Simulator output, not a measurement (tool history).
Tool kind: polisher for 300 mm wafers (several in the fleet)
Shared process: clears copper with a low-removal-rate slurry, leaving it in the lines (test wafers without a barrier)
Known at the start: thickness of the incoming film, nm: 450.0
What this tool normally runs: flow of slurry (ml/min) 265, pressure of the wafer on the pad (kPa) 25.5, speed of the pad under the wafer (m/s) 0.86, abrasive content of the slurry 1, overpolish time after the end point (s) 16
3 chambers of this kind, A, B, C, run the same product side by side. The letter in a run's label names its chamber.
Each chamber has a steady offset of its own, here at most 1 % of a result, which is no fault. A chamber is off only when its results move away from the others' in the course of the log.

run,hour,flow of slurry (ml/min),pressure of the wafer on the pad (kPa),speed of the pad under the wafer (m/s),abrasive content of the slurry,overpolish time after the end point (s),wafers polished on this pad,hours since the slurry nozzle was cleaned,hours since the head pressure was calibrated,hours since the slurry blender was calibrated,time until the end point was called (s),dishing of a wide line in a test structure (Å)
1A,9.8,265,25.5,0.86,1,16,854,324.3,494.1,344.3,152.02,297.92
# hour 15.7: chamber C: slurry nozzle cleaned
2B,15.8,265,25.5,0.86,1,16,353,181.8,416,383.8,158.55,295.52
3C,22,265,25.5,0.86,1,16,1242,6.4,502.6,469.1,153.32,310.66
# hour 31.2: chamber C: slurry blender recalibrated
4B,31.6,265,25.5,0.86,1,16,440,197.6,431.8,399.6,152.12,310.19
# hour 34.9: chamber A: slurry blender recalibrated
5C,41.2,265,25.5,0.86,1,16,1347,25.6,521.8,10,156.33,315.58
6A,46,350,25.5,0.86,1,20,1053,360.5,530.3,11.2,150.19,368.25
7C,51.5,350,25.5,0.86,1,20,1404,35.9,532.1,20.3,146.66,376.93
# hour 54.9: chamber B: slurry blender recalibrated
8A,58.2,350,25.5,0.86,1,20,1120,372.7,542.5,23.4,148.8,354.66
9B,64.9,265,25.5,0.86,1,16,623,230.9,465.1,10.1,159.41,303.17
10B,71.8,265,25.5,0.86,1,16,661,237.8,472,17,158.52,305.02
# hour 78.8: chamber C: worn pad replaced by a new one
11C,82.1,265,25.5,0.86,1,16,18,66.5,562.7,50.9,153.31,311.8
12A,91.3,265,25.5,0.86,1,16,1302,405.8,575.6,56.5,152.78,305.56
13A,98,265,25.5,0.86,1,16,1339,412.5,582.3,63.2,155.88,302.78
14B,107.7,265,25.5,0.86,1,16,858,273.7,507.9,52.9,166.44,286.53
15C,113,200,25.5,0.86,1,20,188,97.4,593.6,81.8,164.18,359.25
16C,120,200,25.5,0.86,1,20,226,104.4,600.6,88.8,163.38,359.89
17B,129,200,25.5,0.86,1,20,975,295,529.2,74.2,178.4,349.17
# hour 129.2: chamber A: worn pad replaced by a new one
18A,137.6,265,25.5,0.86,1,16,46,452.1,621.9,102.8,158.17,308.43
19A,142.5,265,25.5,0.86,1,16,73,457,626.8,107.7,156.52,305.13
20C,149.7,265,25.5,0.86,1,16,390,134.1,630.3,118.5,152.82,297.84
21B,155.5,265,25.5,0.86,1.25,16,1121,321.5,555.7,100.7,161.69,292.67
22C,163.4,265,25.5,0.86,1.25,16,465,147.8,644,132.2,146.31,309.36
23B,173.1,265,25.5,0.86,1.25,16,1218,339.1,573.3,118.3,160.6,301.17

Read the log: is a single chamber off, either drifting away or since a service, is the gauge that measures every chamber drifting, or is nothing wrong beyond small per-chamber offsets? Name any odd chamber and what most likely caused it.

Little by little, chamber B moves away from the other chambers.
Most likely cause: head's pressure below its setpoint, % = 8.2.
The log may not separate it from: removal rate lost through wear of the pad, %.

Which of the 4 candidates below, each the usual settings with something changed and its results left as question marks, puts chamber B back in line with what the other chambers give on the usual settings?
A result is in line if it is within this distance of the other chambers' mean on the usual settings: time until the end point was called (s) 8.6; dishing of a wide line in a test structure (Å) 21
24B-1,180.6,260,23.4,0.78,1,16,,,,,?,?
24B-2,180.6,265,26.9,0.9,1,16,,,,,?,?
24B-3,180.6,270,28.3,0.94,1,16,,,,,?,?
24B-4,180.6,265,24.1,0.82,1,16,,,,,?,?

Mean of the other chambers on the usual settings: time until the end point was called (s) 154.9; dishing of a wide line in a test structure (Å) 305.71
run,time until the end point was called (s),dishing of a wide line in a test structure (Å)
24B-1,205.12,242.55
24B-2,154.7,308.42
24B-3,140.62,333.74
24B-4,189.24,259.95
It is 24B-2 that realigns the chamber with its peers.
